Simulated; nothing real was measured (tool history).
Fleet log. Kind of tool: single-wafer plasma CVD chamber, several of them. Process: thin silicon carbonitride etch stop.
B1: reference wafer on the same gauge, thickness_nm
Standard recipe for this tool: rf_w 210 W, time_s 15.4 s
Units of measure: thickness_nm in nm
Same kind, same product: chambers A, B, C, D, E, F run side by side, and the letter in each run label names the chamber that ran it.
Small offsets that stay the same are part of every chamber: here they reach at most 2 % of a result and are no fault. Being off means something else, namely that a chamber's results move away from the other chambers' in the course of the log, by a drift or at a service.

{"run": "1B", "hour": 7.0, "rf_w": 210, "time_s": 15.4, "B1": 7.3829, "thickness_nm": 8.8278}
{"run": "2C", "hour": 11.6, "rf_w": 210, "time_s": 15.4, "B1": 7.3923, "thickness_nm": 8.8528}
{"run": "3E", "hour": 19.1, "rf_w": 210, "time_s": 15.4, "B1": 7.3866, "thickness_nm": 9.0273}
{"run": "4F", "hour": 24.2, "rf_w": 210, "time_s": 15.4, "B1": 7.3742, "thickness_nm": 8.8021}
{"run": "5A", "hour": 29.7, "rf_w": 210, "time_s": 15.4, "B1": 7.3718, "thickness_nm": 8.8863}
{"run": "6D", "hour": 34.6, "rf_w": 210, "time_s": 15.4, "B1": 7.3807, "thickness_nm": 8.7249}
{"run": "7B", "hour": 42.4, "rf_w": 210, "time_s": 15.4, "B1": 7.3774, "thickness_nm": 8.7921}
{"run": "8A", "hour": 48.2, "rf_w": 210, "time_s": 15.4, "B1": 7.3777, "thickness_nm": 8.899}
{"run": "9F", "hour": 53.1, "rf_w": 210, "time_s": 15.4, "B1": 7.3866, "thickness_nm": 8.8082}
{"run": "10D", "hour": 58.7, "rf_w": 210, "time_s": 15.4, "B1": 7.3842, "thickness_nm": 8.8264}
{"run": "11C", "hour": 62.5, "rf_w": 210, "time_s": 15.4, "B1": 7.3821, "thickness_nm": 8.9562}
{"run": "12E", "hour": 69.1, "rf_w": 210, "time_s": 15.4, "B1": 7.3843, "thickness_nm": 8.8972}
{"run": "13A", "hour": 76.3, "rf_w": 210, "time_s": 15.4, "B1": 7.3859, "thickness_nm": 8.876}
{"run": "14F", "hour": 84.9, "rf_w": 250, "time_s": 15.4, "B1": 7.3895, "thickness_nm": 9.3742}
{"run": "15C", "hour": 90.9, "rf_w": 250, "time_s": 15.4, "B1": 7.3853, "thickness_nm": 9.3711}
{"run": "16D", "hour": 96.6, "rf_w": 250, "time_s": 15.4, "B1": 7.3751, "thickness_nm": 9.1367}
{"hour": 100.6, "done": "chamber A: RF generator calibrated"}
{"run": "17E", "hour": 101.4, "rf_w": 250, "time_s": 15.4, "B1": 7.3882, "thickness_nm": 9.4021}
{"run": "18B", "hour": 109.6, "rf_w": 250, "time_s": 15.4, "B1": 7.3812, "thickness_nm": 9.2935}
{"run": "19D", "hour": 114.3, "rf_w": 250, "time_s": 15.4, "B1": 7.3693, "thickness_nm": 9.2086}
{"run": "20C", "hour": 122.3, "rf_w": 210, "time_s": 15.4, "B1": 7.3754, "thickness_nm": 8.9042}
{"run": "21A", "hour": 128.5, "rf_w": 210, "time_s": 15.4, "B1": 7.3877, "thickness_nm": 8.9098}
{"run": "22B", "hour": 133.5, "rf_w": 250, "time_s": 15.4, "B1": 7.3676, "thickness_nm": 9.3485}
{"run": "23E", "hour": 140.0, "rf_w": 250, "time_s": 15.4, "B1": 7.3848, "thickness_nm": 9.5257}
{"run": "24F", "hour": 147.1, "rf_w": 250, "time_s": 15.4, "B1": 7.3882, "thickness_nm": 9.2724}
{"run": "25E", "hour": 152.3, "rf_w": 250, "time_s": 15.4, "B1": 7.3867, "thickness_nm": 9.5033}
{"run": "26B", "hour": 158.5, "rf_w": 250, "time_s": 15.4, "B1": 7.3764, "thickness_nm": 9.4078}
{"run": "27C", "hour": 163.8, "rf_w": 250, "time_s": 15.4, "B1": 7.3803, "thickness_nm": 9.4352}
{"run": "28A", "hour": 168.3, "rf_w": 210, "time_s": 15.4, "B1": 7.3806, "thickness_nm": 8.8407}
{"run": "29D", "hour": 176.5, "rf_w": 210, "time_s": 15.4, "B1": 7.3803, "thickness_nm": 8.84}
{"run": "30F", "hour": 180.3, "rf_w": 210, "time_s": 15.4, "B1": 7.3789, "thickness_nm": 8.822}
{"run": "31C", "hour": 186.3, "rf_w": 210, "time_s": 15.4, "B1": 7.381, "thickness_nm": 8.8191}
{"run": "32B", "hour": 190.1, "rf_w": 210, "time_s": 15.4, "B1": 7.3918, "thickness_nm": 8.8645}
{"run": "33A", "hour": 194.8, "rf_w": 210, "time_s": 15.4, "B1": 7.3816, "thickness_nm": 8.8821}
{"run": "34E", "hour": 199.1, "rf_w": 210, "time_s": 15.4, "B1": 7.3838, "thickness_nm": 8.9548}
{"hour": 205.1, "done": "chamber C: RF generator calibrated"}
{"run": "35D", "hour": 206.0, "rf_w": 180, "time_s": 17.1, "B1": 7.372, "thickness_nm": 9.2876}
{"run": "36F", "hour": 211.3, "rf_w": 180, "time_s": 17.1, "B1": 7.3811, "thickness_nm": 9.3597}
{"run": "37D", "hour": 219.6, "rf_w": 180, "time_s": 17.1, "B1": 7.3735, "thickness_nm": 9.2854}
{"run": "38B", "hour": 227.0, "rf_w": 180, "time_s": 17.1, "B1": 7.384, "thickness_nm": 9.3533}
{"run": "39E", "hour": 234.7, "rf_w": 180, "time_s": 17.1, "B1": 7.3801, "thickness_nm": 9.5005}
{"run": "40F", "hour": 241.8, "rf_w": 180, "time_s": 17.1, "B1": 7.3716, "thickness_nm": 9.4155}
{"run": "41C", "hour": 246.2, "rf_w": 210, "time_s": 15.4, "B1": 7.3732, "thickness_nm": 8.962}
{"run": "42A", "hour": 252.2, "rf_w": 210, "time_s": 15.4, "B1": 7.3799, "thickness_nm": 8.9192}
{"run": "43F", "hour": 256.5, "rf_w": 210, "time_s": 15.4, "B1": 7.3851, "thickness_nm": 8.718}
{"run": "44C", "hour": 263.7, "rf_w": 210, "time_s": 15.4, "B1": 7.388, "thickness_nm": 8.8841}

All chambers now run identical settings, listed one chamber a line with results as question marks. What results will each chamber show?
{"run": "45A", "hour": 269.9, "rf_w": 210, "time_s": 15.4, "thickness_nm": "?"}
{"run": "45B", "hour": 269.9, "rf_w": 210, "time_s": 15.4, "thickness_nm": "?"}
{"run": "45C", "hour": 269.9, "rf_w": 210, "time_s": 15.4, "thickness_nm": "?"}
{"run": "45D", "hour": 269.9, "rf_w": 210, "time_s": 15.4, "thickness_nm": "?"}
{"run": "45E", "hour": 269.9, "rf_w": 210, "time_s": 15.4, "thickness_nm": "?"}
{"run": "45F", "hour": 269.9, "rf_w": 210, "time_s": 15.4, "thickness_nm": "?"}

run=45A thickness_nm=8.9886
run=45B thickness_nm=8.8535
run=45C thickness_nm=8.8896
run=45D thickness_nm=8.7827
run=45E thickness_nm=9.0631
run=45F thickness_nm=8.7631

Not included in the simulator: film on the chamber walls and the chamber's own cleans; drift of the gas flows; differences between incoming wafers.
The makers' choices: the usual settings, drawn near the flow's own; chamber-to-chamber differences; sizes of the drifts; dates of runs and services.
